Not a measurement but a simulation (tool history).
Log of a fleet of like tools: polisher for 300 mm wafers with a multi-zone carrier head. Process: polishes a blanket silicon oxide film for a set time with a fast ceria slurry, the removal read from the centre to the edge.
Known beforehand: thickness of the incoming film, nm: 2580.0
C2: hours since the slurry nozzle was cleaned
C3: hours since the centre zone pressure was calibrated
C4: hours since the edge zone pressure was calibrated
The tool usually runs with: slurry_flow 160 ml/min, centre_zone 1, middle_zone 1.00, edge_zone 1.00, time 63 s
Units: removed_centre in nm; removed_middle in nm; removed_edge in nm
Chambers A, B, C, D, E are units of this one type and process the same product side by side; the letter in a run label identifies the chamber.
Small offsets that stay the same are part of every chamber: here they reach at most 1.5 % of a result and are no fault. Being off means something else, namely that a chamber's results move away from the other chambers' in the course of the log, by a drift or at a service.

run 1D hour=8.3 | slurry_flow=160 centre_zone=1 middle_zone=1.00 edge_zone=1.00 time=63 | wafers_polished_on_this_pad=313 C2=242.6 C3=448.0 C4=583.6 | removed_centre=1042.50 removed_middle=1014.00 removed_edge=1036.40
-- hour=14.2 chamber B: worn pad replaced by a new one
run 2E hour=15.2 | slurry_flow=160 centre_zone=1 middle_zone=1.00 edge_zone=1.00 time=63 | wafers_polished_on_this_pad=580 C2=199.0 C3=274.7 C4=130.6 | removed_centre=1023.70 removed_middle=1016.00 removed_edge=1009.00
-- hour=16.9 chamber B: slurry nozzle cleaned
run 3C hour=21.0 | slurry_flow=160 centre_zone=1 middle_zone=1.00 edge_zone=1.00 time=63 | wafers_polished_on_this_pad=282 C2=128.3 C3=1010.1 C4=937.1 | removed_centre=1017.10 removed_middle=1004.10 removed_edge=1023.70
-- hour=23.9 chamber C: edge zone pressure recalibrated
run 4A hour=28.0 | slurry_flow=160 centre_zone=1 middle_zone=1.00 edge_zone=1.00 time=63 | wafers_polished_on_this_pad=1294 C2=64.3 C3=188.6 C4=476.4 | removed_centre=1044.70 removed_middle=1046.30 removed_edge=1020.80
run 5B hour=33.7 | slurry_flow=160 centre_zone=1 middle_zone=1.00 edge_zone=1.00 time=47 | wafers_polished_on_this_pad=223 C2=16.8 C3=303.2 C4=355.0 | removed_centre=774.29 removed_middle=780.30 removed_edge=777.21
run 6E hour=39.5 | slurry_flow=160 centre_zone=1 middle_zone=1.00 edge_zone=1.00 time=47 | wafers_polished_on_this_pad=858 C2=223.3 C3=299.0 C4=154.9 | removed_centre=775.21 removed_middle=766.38 removed_edge=763.03
-- hour=44.4 chamber E: worn pad replaced by a new one
run 7A hour=48.3 | slurry_flow=160 centre_zone=1 middle_zone=1.00 edge_zone=1.00 time=47 | wafers_polished_on_this_pad=1526 C2=84.6 C3=208.9 C4=496.7 | removed_centre=763.93 removed_middle=774.90 removed_edge=780.54
run 8C hour=55.3 | slurry_flow=160 centre_zone=1 middle_zone=1.00 edge_zone=1.00 time=47 | wafers_polished_on_this_pad=673 C2=162.6 C3=1044.4 C4=31.4 | removed_centre=776.72 removed_middle=759.70 removed_edge=776.92
-- hour=56.2 chamber A: worn pad replaced by a new one
run 9D hour=61.3 | slurry_flow=160 centre_zone=1 middle_zone=1.00 edge_zone=1.00 time=47 | wafers_polished_on_this_pad=918 C2=295.6 C3=501.0 C4=636.6 | removed_centre=753.93 removed_middle=766.42 removed_edge=756.14
run 10B hour=66.6 | slurry_flow=160 centre_zone=1 middle_zone=1.00 edge_zone=1.00 time=63 | wafers_polished_on_this_pad=598 C2=49.7 C3=336.1 C4=387.9 | removed_centre=1034.70 removed_middle=1011.30 removed_edge=1019.60
run 11A hour=71.8 | slurry_flow=125 centre_zone=1 middle_zone=0.95 edge_zone=1.00 time=63 | wafers_polished_on_this_pad=179 C2=108.1 C3=232.4 C4=520.2 | removed_centre=971.15 removed_middle=947.37 removed_edge=981.98
run 12D hour=81.2 | slurry_flow=125 centre_zone=1 middle_zone=0.95 edge_zone=1.00 time=63 | wafers_polished_on_this_pad=1145 C2=315.5 C3=520.9 C4=656.5 | removed_centre=967.89 removed_middle=934.09 removed_edge=985.94
-- hour=84.6 chamber D: worn pad replaced by a new one
run 13B hour=85.8 | slurry_flow=125 centre_zone=1 middle_zone=0.95 edge_zone=1.00 time=63 | wafers_polished_on_this_pad=817 C2=68.9 C3=355.3 C4=407.1 | removed_centre=1000.00 removed_middle=941.69 removed_edge=997.89
-- hour=90.3 chamber C: worn pad replaced by a new one
run 14C hour=94.8 | slurry_flow=125 centre_zone=1 middle_zone=0.95 edge_zone=1.00 time=63 | wafers_polished_on_this_pad=51 C2=202.1 C3=1083.9 C4=70.9 | removed_centre=975.80 removed_middle=902.46 removed_edge=1011.00
-- hour=96.3 chamber A: edge zone pressure recalibrated
run 15E hour=99.8 | slurry_flow=125 centre_zone=1 middle_zone=0.95 edge_zone=1.00 time=63 | wafers_polished_on_this_pad=632 C2=283.6 C3=359.3 C4=215.2 | removed_centre=963.58 removed_middle=920.82 removed_edge=997.09
run 16D hour=106.8 | slurry_flow=160 centre_zone=1 middle_zone=1.00 edge_zone=1.00 time=63 | wafers_polished_on_this_pad=253 C2=341.1 C3=546.5 C4=682.1 | removed_centre=1040.90 removed_middle=1041.60 removed_edge=1028.60
run 17B hour=116.5 | slurry_flow=160 centre_zone=1 middle_zone=1.00 edge_zone=1.00 time=63 | wafers_polished_on_this_pad=1168 C2=99.6 C3=386.0 C4=437.8 | removed_centre=1039.20 removed_middle=1016.80 removed_edge=1014.90
run 18C hour=121.3 | slurry_flow=160 centre_zone=1 middle_zone=1.00 edge_zone=1.00 time=63 | wafers_polished_on_this_pad=353 C2=228.6 C3=1110.4 C4=97.4 | removed_centre=1013.30 removed_middle=999.18 removed_edge=1023.90
-- hour=121.4 chamber D: slurry nozzle cleaned
-- hour=123.8 chamber E: worn pad replaced by a new one
-- hour=124.3 chamber D: edge zone pressure recalibrated
run 19A hour=130.4 | slurry_flow=160 centre_zone=1 middle_zone=1.00 edge_zone=1.00 time=63 | wafers_polished_on_this_pad=847 C2=166.7 C3=291.0 C4=34.1 | removed_centre=1025.70 removed_middle=1024.00 removed_edge=1030.30
-- hour=132.8 chamber B: worn pad replaced by a new one
run 20E hour=139.0 | slurry_flow=160 centre_zone=1 middle_zone=1.00 edge_zone=1.00 time=63 | wafers_polished_on_this_pad=174 C2=322.8 C3=398.5 C4=254.4 | removed_centre=1018.70 removed_middle=1006.40 removed_edge=1017.10
run 21B hour=144.6 | slurry_flow=160 centre_zone=1 middle_zone=1.00 edge_zone=1.00 time=63 | wafers_polished_on_this_pad=135 C2=127.7 C3=414.1 C4=465.9 | removed_centre=1026.00 removed_middle=1043.60 removed_edge=1031.30
run 22E hour=154.3 | slurry_flow=160 centre_zone=1 middle_zone=1.00 edge_zone=1.00 time=63 | wafers_polished_on_this_pad=349 C2=338.1 C3=413.8 C4=269.7 | removed_centre=990.42 removed_middle=1013.80 removed_edge=1016.70
-- hour=154.9 chamber D: centre zone pressure recalibrated
run 23D hour=158.9 | slurry_flow=160 centre_zone=1 middle_zone=1.00 edge_zone=1.00 time=63 | wafers_polished_on_this_pad=848 C2=37.6 C3=4.1 C4=34.6 | removed_centre=1030.00 removed_middle=1017.30 removed_edge=1018.30
run 24C hour=166.0 | slurry_flow=160 centre_zone=1 middle_zone=1.00 edge_zone=1.00 time=63 | wafers_polished_on_this_pad=863 C2=273.3 C3=1155.1 C4=142.1 | removed_centre=1023.10 removed_middle=1016.20 removed_edge=1040.20
-- hour=175.6 chamber C: worn pad replaced by a new one
run 25A hour=175.6 | slurry_flow=160 centre_zone=1 middle_zone=1.00 edge_zone=1.00 time=63 | wafers_polished_on_this_pad=1363 C2=211.9 C3=336.2 C4=79.3 | removed_centre=1017.90 removed_middle=1032.60 removed_edge=1042.00
-- hour=178.4 chamber A: worn pad replaced by a new one
-- hour=180.2 chamber D: worn pad replaced by a new one
run 26E hour=184.3 | slurry_flow=160 centre_zone=1 middle_zone=1.00 edge_zone=1.00 time=63 | wafers_polished_on_this_pad=691 C2=368.1 C3=443.8 C4=299.7 | removed_centre=998.53 removed_middle=1011.30 removed_edge=1010.70
run 27C hour=189.3 | slurry_flow=160 centre_zone=1 middle_zone=1.00 edge_zone=1.00 time=63 | wafers_polished_on_this_pad=157 C2=296.6 C3=1178.4 C4=165.4 | removed_centre=1018.20 removed_middle=1009.10 removed_edge=1008.20
run 28B hour=193.6 | slurry_flow=160 centre_zone=1 middle_zone=1.00 edge_zone=0.91 time=63 | wafers_polished_on_this_pad=694 C2=176.7 C3=463.1 C4=514.9 | removed_centre=1036.20 removed_middle=1019.70 removed_edge=978.82
run 29D hour=198.7 | slurry_flow=160 centre_zone=1 middle_zone=1.00 edge_zone=0.91 time=63 | wafers_polished_on_this_pad=211 C2=77.4 C3=43.9 C4=74.4 | removed_centre=1028.60 removed_middle=1054.70 removed_edge=974.45
run 30A hour=203.8 | slurry_flow=160 centre_zone=1 middle_zone=1.00 edge_zone=0.91 time=63 | wafers_polished_on_this_pad=290 C2=240.1 C3=364.4 C4=107.5 | removed_centre=1022.60 removed_middle=1050.10 removed_edge=985.71
-- hour=205.0 chamber E: worn pad replaced by a new one
-- hour=208.4 chamber B: centre zone pressure recalibrated
run 31B hour=211.9 | slurry_flow=160 centre_zone=1 middle_zone=1.00 edge_zone=0.91 time=63 | wafers_polished_on_this_pad=903 C2=195.0 C3=3.5 C4=533.2 | removed_centre=1058.00 removed_middle=1030.80 removed_edge=1000.80
run 32C hour=221.8 | slurry_flow=160 centre_zone=1 middle_zone=1.00 edge_zone=0.91 time=63 | wafers_polished_on_this_pad=528 C2=329.1 C3=1210.9 C4=197.9 | removed_centre=1028.50 removed_middle=1031.20 removed_edge=986.61
run 33A hour=229.7 | slurry_flow=160 centre_zone=1 middle_zone=1.00 edge_zone=1.00 time=63 | wafers_polished_on_this_pad=585 C2=266.0 C3=390.3 C4=133.4 | removed_centre=1028.00 removed_middle=1041.90 removed_edge=1027.70
run 34E hour=238.9 | slurry_flow=160 centre_zone=1 middle_zone=1.00 edge_zone=1.00 time=63 | wafers_polished_on_this_pad=387 C2=422.7 C3=498.4 C4=354.3 | removed_centre=945.32 removed_middle=984.04 removed_edge=995.11
-- hour=243.6 chamber E: centre zone pressure recalibrated
run 35D hour=243.7 | slurry_flow=160 centre_zone=1 middle_zone=1.00 edge_zone=1.00 time=63 | wafers_polished_on_this_pad=725 C2=122.4 C3=88.9 C4=119.4 | removed_centre=1030.10 removed_middle=1031.40 removed_edge=1030.20
-- hour=248.7 chamber B: worn pad replaced by a new one
run 36E hour=253.4 | slurry_flow=160 centre_zone=1 middle_zone=1.00 edge_zone=1.00 time=63 | wafers_polished_on_this_pad=553 C2=437.2 C3=9.8 C4=368.8 | removed_centre=956.77 removed_middle=957.77 removed_edge=981.86
run 37A hour=260.0 | slurry_flow=160 centre_zone=1 middle_zone=1.00 edge_zone=1.00 time=63 | wafers_polished_on_this_pad=931 C2=296.3 C3=420.6 C4=163.7 | removed_centre=1035.90 removed_middle=1027.90 removed_edge=1045.80
-- hour=263.4 chamber C: worn pad replaced by a new one
run 38B hour=268.3 | slurry_flow=160 centre_zone=1 middle_zone=1.00 edge_zone=1.00 time=63 | wafers_polished_on_this_pad=224 C2=251.4 C3=59.9 C4=589.6 | removed_centre=1055.00 removed_middle=1052.10 removed_edge=1044.20
run 39D hour=274.4 | slurry_flow=160 centre_zone=1 middle_zone=1.00 edge_zone=1.00 time=63 | wafers_polished_on_this_pad=1075 C2=153.1 C3=119.6 C4=150.1 | removed_centre=1026.20 removed_middle=1038.10 removed_edge=1030.50
run 40C hour=279.7 | slurry_flow=160 centre_zone=1 middle_zone=1.00 edge_zone=1.00 time=63 | wafers_polished_on_this_pad=186 C2=387.0 C3=1268.8 C4=255.8 | removed_centre=1020.00 removed_middle=1035.60 removed_edge=1023.10
run 41D hour=284.4 | slurry_flow=160 centre_zone=1 middle_zone=1.00 edge_zone=1.00 time=56 | wafers_polished_on_this_pad=1189 C2=163.1 C3=129.6 C4=160.1 | removed_centre=918.98 removed_middle=912.01 removed_edge=905.68
run 42C hour=293.3 | slurry_flow=160 centre_zone=1 middle_zone=1.00 edge_zone=1.00 time=56 | wafers_polished_on_this_pad=341 C2=400.6 C3=1282.4 C4=269.4 | removed_centre=905.47 removed_middle=909.36 removed_edge=918.58
run 43A hour=297.7 | slurry_flow=160 centre_zone=1 middle_zone=1.00 edge_zone=1.00 time=56 | wafers_polished_on_this_pad=1361 C2=334.0 C3=458.3 C4=201.4 | removed_centre=922.50 removed_middle=931.22 removed_edge=911.44

Is one chamber out of step, is the gauge drifting, or do the chambers differ by no more than their own small offsets? For an off chamber, give its letter and the likeliest cause.

It is chamber E that slowly wanders off from its peers.
Likeliest cause: slurry flow missing at the pad, % = 38.6.

Which of the 4 candidates below, each the usual settings with something changed and its results left as question marks, puts chamber E back in line with what the other chambers give on the usual settings?
In line means no further than this from the other chambers' mean on the usual settings: removed_centre 38.00 nm; removed_middle 48.00 nm; removed_edge 33.00 nm
run 44E-1 hour=304.9 | slurry_flow=150 centre_zone=0.97 middle_zone=0.99 edge_zone=1.02 time=58 | removed_centre=? removed_middle=? removed_edge=?
run 44E-2 hour=304.9 | slurry_flow=155 centre_zone=0.99 middle_zone=1.00 edge_zone=1.01 time=61 | removed_centre=? removed_middle=? removed_edge=?
run 44E-3 hour=304.9 | slurry_flow=170 centre_zone=1.03 middle_zone=1.01 edge_zone=0.98 time=68 | removed_centre=? removed_middle=? removed_edge=?
run 44E-4 hour=304.9 | slurry_flow=165 centre_zone=1.01 middle_zone=1.00 edge_zone=0.99 time=65 | removed_centre=? removed_middle=? removed_edge=?

The other chambers' mean on the usual settings: removed_centre 1028.10 nm; removed_middle 1023.60 nm; removed_edge 1028.60 nm
run=44E-1 removed_centre=785.72 removed_middle=819.86 removed_edge=865.41
run=44E-2 removed_centre=854.90 removed_middle=878.80 removed_edge=911.23
run=44E-3 removed_centre=1026.00 removed_middle=1014.80 removed_edge=1017.30
run=44E-4 removed_centre=950.78 removed_middle=953.41 removed_edge=972.39
44E-3 brings the chamber back in line.
